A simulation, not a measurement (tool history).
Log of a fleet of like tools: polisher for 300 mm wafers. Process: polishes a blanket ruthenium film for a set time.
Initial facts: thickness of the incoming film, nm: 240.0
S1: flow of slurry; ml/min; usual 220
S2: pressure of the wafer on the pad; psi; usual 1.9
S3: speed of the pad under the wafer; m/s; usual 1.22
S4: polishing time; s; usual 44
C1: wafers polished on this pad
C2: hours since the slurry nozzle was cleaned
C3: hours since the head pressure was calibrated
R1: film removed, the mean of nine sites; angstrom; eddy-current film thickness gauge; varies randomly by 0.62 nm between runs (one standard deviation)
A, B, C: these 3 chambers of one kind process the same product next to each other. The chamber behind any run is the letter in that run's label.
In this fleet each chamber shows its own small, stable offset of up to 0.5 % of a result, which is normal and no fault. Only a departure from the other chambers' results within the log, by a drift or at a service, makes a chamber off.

| run | hour | S1 | S2 | S3 | S4 | C1 | C2 | C3 | R1 |
|---|---|---|---|---|---|---|---|---|---|
| 1B | 8.6 | 220 | 1.9 | 1.22 | 44 | 1091 | 365.1 | 133.8 | 642.57 |
|  | 12.8 | chamber B: worn pad replaced by a new one |
| 2A | 19.5 | 220 | 1.9 | 1.22 | 44 | 1109 | 688.9 | 1313.9 | 644.20 |
| 3C | 28.2 | 220 | 1.9 | 1.22 | 44 | 521 | 125.5 | 449.0 | 650.13 |
| 4B | 38.5 | 220 | 1.9 | 1.22 | 44 | 262 | 395.0 | 163.7 | 656.96 |
| 5A | 45.9 | 220 | 1.9 | 1.22 | 44 | 1378 | 715.3 | 1340.3 | 651.07 |
|  | 53.1 | chamber A: worn pad replaced by a new one |
| 6C | 55.4 | 220 | 1.9 | 1.22 | 44 | 798 | 152.7 | 476.2 | 659.30 |
| 7A | 62.1 | 220 | 1.9 | 1.22 | 44 | 92 | 731.5 | 1356.5 | 650.34 |
| 8B | 67.4 | 220 | 1.9 | 1.22 | 44 | 556 | 423.9 | 192.6 | 650.63 |
| 9C | 77.3 | 220 | 1.9 | 1.22 | 44 | 1021 | 174.6 | 498.1 | 651.24 |
|  | 86.4 | chamber A: slurry nozzle cleaned |
| 10B | 88.3 | 220 | 1.9 | 1.22 | 44 | 769 | 444.8 | 213.5 | 649.42 |
|  | 90.4 | chamber C: worn pad replaced by a new one |
| 11A | 97.9 | 220 | 1.9 | 1.22 | 44 | 456 | 11.5 | 1392.3 | 654.77 |
| 12C | 103.1 | 220 | 1.9 | 1.22 | 44 | 129 | 200.4 | 523.9 | 648.14 |
| 13A | 112.7 | 220 | 1.9 | 1.22 | 44 | 607 | 26.3 | 1407.1 | 654.09 |
| 14C | 118.3 | 220 | 1.9 | 1.22 | 44 | 284 | 215.6 | 539.1 | 635.65 |
| 15B | 127.7 | 220 | 1.9 | 1.22 | 44 | 1170 | 484.2 | 252.9 | 662.27 |
| 16C | 133.8 | 220 | 1.9 | 1.22 | 44 | 442 | 231.1 | 554.6 | 632.39 |
| 17B | 142.9 | 220 | 1.9 | 1.22 | 44 | 1325 | 499.4 | 268.1 | 646.22 |
|  | 143.7 | chamber B: worn pad replaced by a new one |
|  | 144.5 | chamber A: head pressure recalibrated |
| 18A | 149.7 | 220 | 1.5 | 1.22 | 44 | 984 | 63.3 | 5.3 | 557.00 |
| 19B | 159.4 | 220 | 1.5 | 1.22 | 44 | 160 | 515.9 | 284.6 | 514.87 |
| 20C | 168.7 | 220 | 1.5 | 1.22 | 44 | 797 | 266.0 | 589.5 | 511.33 |
| 21A | 179.8 | 220 | 1.9 | 1.22 | 44 | 1290 | 93.4 | 35.4 | 717.95 |
| 22B | 188.2 | 220 | 1.9 | 1.22 | 44 | 453 | 544.7 | 313.4 | 666.89 |
| 23A | 199.4 | 220 | 1.9 | 1.22 | 44 | 1490 | 113.0 | 55.0 | 712.42 |
| 24C | 207.6 | 220 | 1.9 | 1.22 | 44 | 1193 | 304.9 | 628.4 | 651.58 |
|  | 207.8 | chamber A: worn pad replaced by a new one |
| 25A | 212.6 | 220 | 1.9 | 1.22 | 58 | 49 | 126.2 | 68.2 | 929.15 |
|  | 218.5 | chamber C: worn pad replaced by a new one |
| 26B | 221.3 | 220 | 1.9 | 1.22 | 58 | 790 | 577.8 | 346.5 | 866.23 |
| 27C | 231.8 | 220 | 1.9 | 1.22 | 58 | 136 | 329.1 | 652.6 | 857.76 |
| 28A | 240.4 | 220 | 1.9 | 1.22 | 44 | 332 | 154.0 | 96.0 | 708.71 |

Is one chamber off against the others, does the gauge drift, or is nothing wrong? If a chamber is off, say which, and what the likeliest cause is.

Chamber A has stood off from the others ever since a service on it.
Most likely cause: head's pressure above its setpoint, % = 9.09.

Which of the 4 candidates below, each the usual settings with something changed and its results left as question marks, puts chamber A back in line with what the other chambers give on the usual settings?
To be in line, a result may differ from the other chambers' mean on the usual settings by at most: R1 22.00 angstrom
| 29A-1 | 248.5 | 220 | 1.9 | 1.04 | 44 |  |  |  | ? |
| 29A-2 | 248.5 | 220 | 2.0 | 1.24 | 45 |  |  |  | ? |
| 29A-3 | 248.5 | 220 | 1.8 | 1.20 | 43 |  |  |  | ? |
| 29A-4 | 248.5 | 220 | 2.2 | 1.22 | 44 |  |  |  | ? |

Average result of the remaining chambers running the usual settings: R1 649.98 angstrom
| run | R1 |
|---|---|
| 29A-1 | 605.43 |
| 29A-2 | 775.74 |
| 29A-3 | 645.25 |
| 29A-4 | 821.69 |
With 29A-3, the chamber falls back in line with the rest.
